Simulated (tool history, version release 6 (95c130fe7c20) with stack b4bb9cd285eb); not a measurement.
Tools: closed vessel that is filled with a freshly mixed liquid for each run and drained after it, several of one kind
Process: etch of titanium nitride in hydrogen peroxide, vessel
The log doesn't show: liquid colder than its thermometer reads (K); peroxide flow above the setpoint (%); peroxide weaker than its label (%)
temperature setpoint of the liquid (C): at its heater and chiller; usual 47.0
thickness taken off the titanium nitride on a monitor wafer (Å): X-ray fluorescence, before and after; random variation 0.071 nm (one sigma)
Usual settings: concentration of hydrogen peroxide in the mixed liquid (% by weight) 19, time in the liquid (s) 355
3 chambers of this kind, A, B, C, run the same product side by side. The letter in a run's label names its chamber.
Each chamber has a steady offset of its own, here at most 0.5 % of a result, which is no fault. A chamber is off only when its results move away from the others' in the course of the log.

| run | day | temperature setpoint of the liquid (C) | concentration of hydrogen peroxide in the mixed liquid (% by weight) | time in the liquid (s) | hours since the thermometer was replaced | hours since the peroxide flow meter was replaced | hours since the drum of peroxide was connected | read-back film thickness of the titanium nitride reference wafer, read on the same gauge (nm) | thickness taken off the titanium nitride on a monitor wafer (Å) |
|---|---|---|---|---|---|---|---|---|---|
| 1C | 0.367 | 47.0 | 19 | 355 | 1151.9 | 31.5 | 544.9 | 70.005 | 81.877 |
| 2B | 0.775 | 47.0 | 19 | 355 | 871.9 | 348.7 | 159.6 | 70.001 | 81.308 |
| 3A | 1.088 | 47.0 | 19 | 355 | 127.5 | 1217.7 | 448.4 | 69.993 | 80.711 |
| 4C | 1.292 | 47.0 | 19 | 355 | 1174.1 | 53.7 | 567.1 | 70.003 | 81.141 |
| 5B | 1.725 | 47.0 | 19 | 355 | 894.7 | 371.5 | 182.4 | 70.002 | 82.475 |
| 6A | 2.025 | 47.0 | 19 | 355 | 150.0 | 1240.2 | 470.9 | 70.011 | 81.856 |
| 7A | 2.254 | 47.0 | 19 | 355 | 155.5 | 1245.7 | 476.4 | 69.970 | 81.251 |
| 8B | 2.517 | 47.0 | 19 | 355 | 913.7 | 390.5 | 201.4 | 70.006 | 81.438 |
| 9C | 2.862 | 47.0 | 19 | 355 | 1211.8 | 91.4 | 604.8 | 70.007 | 80.002 |
| 10A | 3.079 | 47.0 | 19 | 355 | 175.3 | 1265.5 | 496.2 | 69.983 | 82.398 |
| 11B | 3.283 | 47.0 | 19 | 355 | 932.1 | 408.9 | 219.8 | 70.013 | 81.363 |
| 12C | 3.542 | 47.0 | 19 | 355 | 1228.1 | 107.7 | 621.1 | 70.005 | 78.651 |
| 13B | 3.758 | 47.0 | 19 | 355 | 943.5 | 420.3 | 231.2 | 70.006 | 82.919 |
| 14C | 4.075 | 47.0 | 19 | 355 | 1240.9 | 120.5 | 633.9 | 69.995 | 78.039 |
| 15A | 4.267 | 47.0 | 19 | 355 | 203.8 | 1294.0 | 524.7 | 70.001 | 81.225 |
| 16A | 4.667 | 47.0 | 19 | 500 | 213.4 | 1303.6 | 534.3 | 70.003 | 113.580 |
| 17C | 4.933 | 47.0 | 19 | 500 | 1261.5 | 141.1 | 654.5 | 69.993 | 105.850 |
| 18B | 5.212 | 47.0 | 19 | 500 | 978.4 | 455.2 | 266.1 | 69.999 | 114.180 |
| 19B | 5.479 | 51.5 | 19 | 285 | 984.8 | 461.6 | 272.5 | 70.001 | 90.643 |
| 20C | 5.733 | 51.5 | 19 | 285 | 1280.7 | 160.3 | 673.7 | 69.990 | 82.063 |

Is one chamber off against the others, does the gauge drift, or is nothing wrong? If a chamber is off, say which, and what the likeliest cause is.

Chamber C drifts away from the others.
Cause: liquid colder than its thermometer reads (K) = 1.24.

Here are 4 candidates for chamber C's next run, each the usual settings with a change, their results left as question marks. Which one brings its results back in line with what the others give on the usual settings?
In line means no further than this from the other chambers' mean on the usual settings: thickness taken off the titanium nitride on a monitor wafer (Å) 2.500
| 21C-1 | 6.054 | 47.0 | 19 | 390 |  |  |  |  | ? |
| 21C-2 | 6.054 | 47.5 | 19 | 355 |  |  |  |  | ? |
| 21C-3 | 6.054 | 47.0 | 19 | 320 |  |  |  |  | ? |
| 21C-4 | 6.054 | 47.0 | 19 | 345 |  |  |  |  | ? |

The other chambers' mean on the usual settings: thickness taken off the titanium nitride on a monitor wafer (Å) 81.430
| run | thickness taken off the titanium nitride on a monitor wafer (Å) |
|---|---|
| 21C-1 | 81.184 |
| 21C-2 | 76.686 |
| 21C-3 | 66.613 |
| 21C-4 | 71.817 |
21C-1 brings the chamber back in line.

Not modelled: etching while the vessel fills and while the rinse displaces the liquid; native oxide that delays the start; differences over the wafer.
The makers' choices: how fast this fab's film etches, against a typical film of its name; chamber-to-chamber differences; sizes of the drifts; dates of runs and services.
